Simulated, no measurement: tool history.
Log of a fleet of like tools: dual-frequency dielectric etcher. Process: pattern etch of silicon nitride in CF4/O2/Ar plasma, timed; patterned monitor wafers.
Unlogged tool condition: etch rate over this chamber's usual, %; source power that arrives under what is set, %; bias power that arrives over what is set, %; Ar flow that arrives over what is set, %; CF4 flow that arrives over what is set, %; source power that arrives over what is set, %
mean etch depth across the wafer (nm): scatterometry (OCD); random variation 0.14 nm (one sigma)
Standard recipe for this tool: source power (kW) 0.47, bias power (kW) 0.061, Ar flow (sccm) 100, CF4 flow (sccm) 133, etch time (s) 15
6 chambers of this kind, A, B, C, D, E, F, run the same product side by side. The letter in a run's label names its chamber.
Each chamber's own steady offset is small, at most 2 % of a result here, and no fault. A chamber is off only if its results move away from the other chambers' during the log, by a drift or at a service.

run     day  source power (kW)  bias power (kW)  Ar flow (sccm)  CF4 flow (sccm)  etch time (s)  hours since the last wet clean  hours since the last source power generator calibration  hours since the last bias power generator calibration  hours since the last Ar flow controller change  hours since the last CF4 flow controller change  read-back reference wafer on the same gauge, depth_nm  mean etch depth across the wafer (nm)
 1E   0.208               0.47            0.061             100              133             15                           423.3                                                   1903.9                                                  293.1                                           155.3                                           4541.6                                                 27.713                                 29.735
      0.304  -- chamber F: wet clean of the chamber
 2C   0.667               0.47            0.061             100              133             15                            98.7                                                   2261.7                                                  371.6                                          2086.3                                            758.1                                                 27.668                                 30.456
 3D   0.896               0.47            0.061             100              133             15                           273.9                                                      739                                                 2085.4                                          1100.7                                           3105.2                                                 27.697                                 29.552
 4F   1.308               0.47            0.061             100              133             15                            24.2                                                   2132.7                                                  746.9                                          2534.7                                           3504.8                                                 27.706                                 29.841
 5A   1.717               0.47            0.061             100              133             15                             271                                                     1256                                                 1590.5                                          1069.4                                           1432.7                                                 27.697                                 29.751
 6B    2.15               0.47            0.061             100              133             15                           422.7                                                   1476.4                                                 1037.5                                           761.8                                            307.8                                                 27.701                                 29.755
      2.421  -- chamber D: CF4 flow controller replaced
 7F   2.596               0.47            0.061             100              133             15                            55.1                                                   2163.6                                                  777.8                                          2565.6                                           3535.7                                                 27.717                                 29.906
 8B   2.967               0.47            0.055             100              133             15                           442.3                                                     1496                                                 1057.1                                           781.4                                            327.4                                                 27.721                                 29.071
 9D   3.262               0.47            0.055             100              133             15                           330.7                                                    795.8                                                 2142.2                                          1157.5                                             20.2                                                 27.698                                 28.618
10C   3.696               0.47            0.055             100              133             15                           171.4                                                   2334.4                                                  444.3                                            2159                                            830.8                                                 27.698                                 29.028
11E   4.083               0.47            0.055             100              133             15                           516.3                                                   1996.9                                                  386.1                                           248.3                                           4634.6                                                 27.713                                  28.69
12A   4.521               0.47            0.055             100              133             15                           338.3                                                   1323.3                                                 1657.8                                          1136.7                                             1500                                                 27.708                                   28.5
      4.721  -- chamber E: wet clean of the chamber
13E   4.912               0.47            0.055             100              133             15                             4.7                                                   2016.8                                                    406                                           268.2                                           4654.5                                                 27.677                                 28.749
14A   5.321               0.47            0.061             100              133             15                           357.5                                                   1342.5                                                   1677                                          1155.9                                           1519.2                                                 27.672                                 29.773
15B   5.679               0.47            0.061             100              133             15                           507.4                                                   1561.1                                                 1122.2                                           846.5                                            392.5                                                  27.71                                 29.813
16C   6.121               0.47            0.061             100              133             15                           229.6                                                   2392.6                                                  502.5                                          2217.2                                              889                                                 27.712                                 30.369
17F   6.508               0.47            0.061             100              133             15                             149                                                   2257.5                                                  871.7                                          2659.5                                           3629.6                                                 27.698                                 29.521
      6.642  -- chamber B: wet clean of the chamber
18D   6.921               0.47            0.061             100              133             15                           418.5                                                    883.6                                                   2230                                          1245.3                                              108                                                 27.718                                 29.649
19D   7.225               0.47            0.061             100              133             15                           425.8                                                    890.9                                                 2237.3                                          1252.6                                            115.3                                                 27.713                                 29.547
20F   7.604               0.47            0.061             100              133             15                           175.3                                                   2283.8                                                    898                                          2685.8                                           3655.9                                                 27.698                                 29.498
21B   7.912               0.47            0.061             100              133             15                            30.6                                                   1614.7                                                 1175.8                                           900.1                                            446.1                                                 27.693                                 29.904
22E   8.304               0.47            0.061             100              133             15                            86.1                                                   2098.2                                                  487.4                                           349.6                                           4735.9                                                 27.694                                 29.839
23A   8.604               0.47            0.061             100              133             15                           436.3                                                   1421.3                                                 1755.8                                          1234.7                                             1598                                                 27.694                                 29.742
24C   8.808               0.47            0.061             100              133             15                           294.1                                                   2457.1                                                    567                                          2281.7                                            953.5                                                 27.716                                 30.288
25C   9.021               0.47            0.061             100              133             15                           299.2                                                   2462.2                                                  572.1                                          2286.8                                            958.6                                                 27.692                                 30.292
26A   9.329               0.47            0.061             100              133             15                           453.7                                                   1438.7                                                 1773.2                                          1252.1                                           1615.4                                                 27.693                                 29.765
27E   9.633               0.47            0.061             100              161           10.5                             118                                                   2130.1                                                  519.3                                           381.5                                           4767.8                                                 27.671                                 21.191
28F   9.988               0.47            0.061             100              161           10.5                           232.5                                                     2341                                                  955.2                                            2743                                           3713.1                                                 27.702                                 20.717
29D  10.333               0.47            0.061             100              161           10.5                           500.4                                                    965.5                                                 2311.9                                          1327.2                                            189.9                                                 27.732                                 20.926
30B  10.675               0.47            0.061             100              161           10.5                            96.9                                                     1681                                                 1242.1                                           966.4                                            512.4                                                 27.706                                 21.276
31D  11.083               0.47            0.061             100              161           10.5                           518.4                                                    983.5                                                 2329.9                                          1345.2                                            207.9                                                 27.666                                 20.924
32F  11.304               0.47            0.061             100              161           10.5                           264.1                                                   2372.6                                                  986.8                                          2774.6                                           3744.7                                                  27.66                                  20.87
33C  11.546               0.47            0.061             100              133             15                           359.8                                                   2522.8                                                  632.7                                          2347.4                                           1019.2                                                  27.71                                 30.178
34E  11.771               0.47            0.061             100              133             15                           169.3                                                   2181.4                                                  570.6                                           432.8                                           4819.1                                                 27.694                                 29.643
     11.996  -- chamber E: source power generator calibrated
35B  12.129               0.47            0.061             100              133             15                           131.8                                                   1715.9                                                   1277                                          1001.3                                            547.3                                                 27.666                                 29.829
36A  12.412               0.47            0.061             100              133             15                           527.7                                                   1512.7                                                 1847.2                                          1326.1                                           1689.4                                                 27.706                                 29.538
37E  12.821               0.47            0.061             100              133             15                           194.5                                                     19.8                                                  595.8                                             458                                           4844.3                                                 27.719                                 29.814
38D  13.221               0.47            0.061             100              133             15                           569.7                                                   1034.8                                                 2381.2                                          1396.5                                            259.2                                                 27.716                                 29.546
39A  13.608               0.47            0.061             100              133             15                           556.4                                                   1541.4                                                 1875.9                                          1354.8                                           1718.1                                                 27.705                                 29.687

Is one chamber out of step, is the gauge drifting, or do the chambers differ by no more than their own small offsets? For an off chamber, give its letter and the likeliest cause.

Little by little, chamber F moves away from the other chambers.
Likeliest cause: source power that arrives under what is set, % = 4.72.
It could be hard to tell apart here from: etch rate under this chamber's usual, %.

Below are 4 candidate recipes for chamber F's next run, each the usual settings with a change, their results shown as question marks. Which of them brings F's results back in line with what the other chambers give on the usual settings?
In-line tolerance around the mean of the other chambers on the usual settings: mean etch depth across the wafer (nm) 0.48
40F-1  13.942               0.47            0.056             100              130             15                                                                                                                                                                                                                                                                                                                                              ?
40F-2  13.942               0.47            0.051             100              133             15                                                                                                                                                                                                                                                                                                                                              ?
40F-3  13.942               0.47            0.062             100              133             16                                                                                                                                                                                                                                                                                                                                              ?
40F-4  13.942               0.47            0.066              98              136             15                                                                                                                                                                                                                                                                                                                                              ?

On the usual settings, the other chambers give on average: mean etch depth across the wafer (nm) 29.846
  run  mean etch depth across the wafer (nm)
40F-1                                 27.785
40F-2                                 26.914
40F-3                                  30.86
40F-4                                 29.746
40F-4 puts the chamber back in line with the other chambers.
